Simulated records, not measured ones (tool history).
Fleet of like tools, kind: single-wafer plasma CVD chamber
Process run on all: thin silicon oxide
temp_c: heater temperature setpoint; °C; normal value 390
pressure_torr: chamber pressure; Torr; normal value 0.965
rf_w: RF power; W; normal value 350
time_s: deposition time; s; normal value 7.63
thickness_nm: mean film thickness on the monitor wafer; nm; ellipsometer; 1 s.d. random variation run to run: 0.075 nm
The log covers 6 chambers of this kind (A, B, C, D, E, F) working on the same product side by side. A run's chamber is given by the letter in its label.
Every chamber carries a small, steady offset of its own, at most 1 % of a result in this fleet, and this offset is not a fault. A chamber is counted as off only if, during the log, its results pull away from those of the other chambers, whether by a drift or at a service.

run	hour	temp_c	pressure_torr	rf_w	time_s	hours since the last thermocouple change	hours since the last RF generator calibration	hours since the last manometer calibration	read-back reference wafer on the same gauge, thickness_nm	thickness_nm
1E	6.4	390	0.965	350	7.63	1258.9	847.1	219.3	20.282	17.674
# hour 7.7: chamber D: RF generator calibrated
2B	12.3	390	0.965	350	7.63	1910.4	104.1	2634.1	20.299	17.694
3C	18.8	390	0.965	350	7.63	887.7	915.1	2391.1	20.297	17.672
4A	23.4	390	0.965	350	7.63	177.5	937.5	54.1	20.297	17.649
5F	26.6	390	0.88	350	7.63	580.7	817	1509.1	20.3	16.463
6D	31.9	390	0.88	350	7.63	63.9	24.3	1348.2	20.288	16.268
7E	37.9	390	0.88	350	7.63	1290.4	878.6	250.8	20.303	16.341
8A	44	390	0.88	350	7.63	198.1	958.1	74.7	20.314	16.364
9C	49.5	390	0.88	350	7.63	918.4	945.8	2421.8	20.312	16.38
10B	56.1	390	0.88	350	7.63	1954.2	147.9	2677.9	20.304	16.3
11D	61.1	390	0.965	350	7.63	93.1	53.5	1377.4	20.306	17.629
12F	64.2	390	0.965	350	7.63	618.3	854.6	1546.7	20.302	17.706
13B	69.7	390	0.965	350	7.63	1967.8	161.5	2691.5	20.321	17.677
14C	76.4	390	0.965	350	7.63	945.3	972.7	2448.7	20.291	17.571
15A	80.9	390	0.965	350	7.63	235	995	111.6	20.297	17.702
# hour 81.9: chamber D: capacitance manometer re-zeroed and calibrated
16E	85	390	0.965	350	7.63	1337.5	925.7	297.9	20.292	17.788
17F	90	390	0.965	350	7.63	644.1	880.4	1572.5	20.305	17.552
# hour 95.3: chamber E: thermocouple changed; heater temperature recalibrated
18D	96.5	390	0.965	350	7.63	128.5	88.9	14.7	20.313	16.938
19D	100.7	390	0.965	350	7.63	132.7	93.1	18.9	20.307	16.809
20F	107	390	0.965	350	7.63	661.1	897.4	1589.5	20.306	17.6
21C	110.7	390	0.965	350	7.63	979.6	1007	2483	20.302	17.647
22B	114.4	390	0.965	350	7.63	2012.5	206.2	2736.2	20.32	17.497
23A	118.8	390	0.965	350	7.63	272.9	1032.9	149.5	20.297	17.621
24E	122.2	397	0.965	350	7.63	27	962.9	335.1	20.285	17.745
25B	127.9	397	0.965	350	7.63	2026	219.7	2749.7	20.276	17.682
26F	132	397	0.965	350	7.63	686.1	922.4	1614.5	20.318	17.607
27A	138.3	397	0.965	350	7.63	292.4	1052.4	169	20.294	17.709
28D	142	397	0.965	350	7.63	174	134.4	60.2	20.297	16.798
29E	146.8	397	0.965	350	7.63	51.6	987.5	359.7	20.29	17.645
30C	152.6	390	0.965	350	7.63	1021.5	1048.9	2524.9	20.286	17.69
31F	158.1	390	0.965	350	7.63	712.2	948.5	1640.6	20.301	17.709
32B	164.5	390	0.965	350	7.63	2062.6	256.3	2786.3	20.295	17.63
33C	167.5	390	0.965	350	7.63	1036.4	1063.8	2539.8	20.284	17.906
34E	172.2	390	0.965	350	7.63	77	1012.9	385.1	20.333	17.715
35A	177.9	390	0.965	350	7.63	332	1092	208.6	20.319	17.781
36D	181.2	390	0.965	350	7.63	213.2	173.6	99.4	20.297	16.863
37A	185.7	390	0.965	350	7.63	339.8	1099.8	216.4	20.285	17.725
38F	190.7	390	0.965	415	7.63	744.8	981.1	1673.2	20.317	18.668
39D	196.2	390	0.965	415	7.63	228.2	188.6	114.4	20.312	18.108

Next, all 6 chambers run the settings below, one line each with question marks for the results. What does each chamber give?
40A	201	390	0.965	350	7.63					?
40B	201	390	0.965	350	7.63					?
40C	201	390	0.965	350	7.63					?
40D	201	390	0.965	350	7.63					?
40E	201	390	0.965	350	7.63					?
40F	201	390	0.965	350	7.63					?

run	thickness_nm
40A	17.702
40B	17.654
40C	17.551
40D	16.912
40E	17.726
40F	17.575
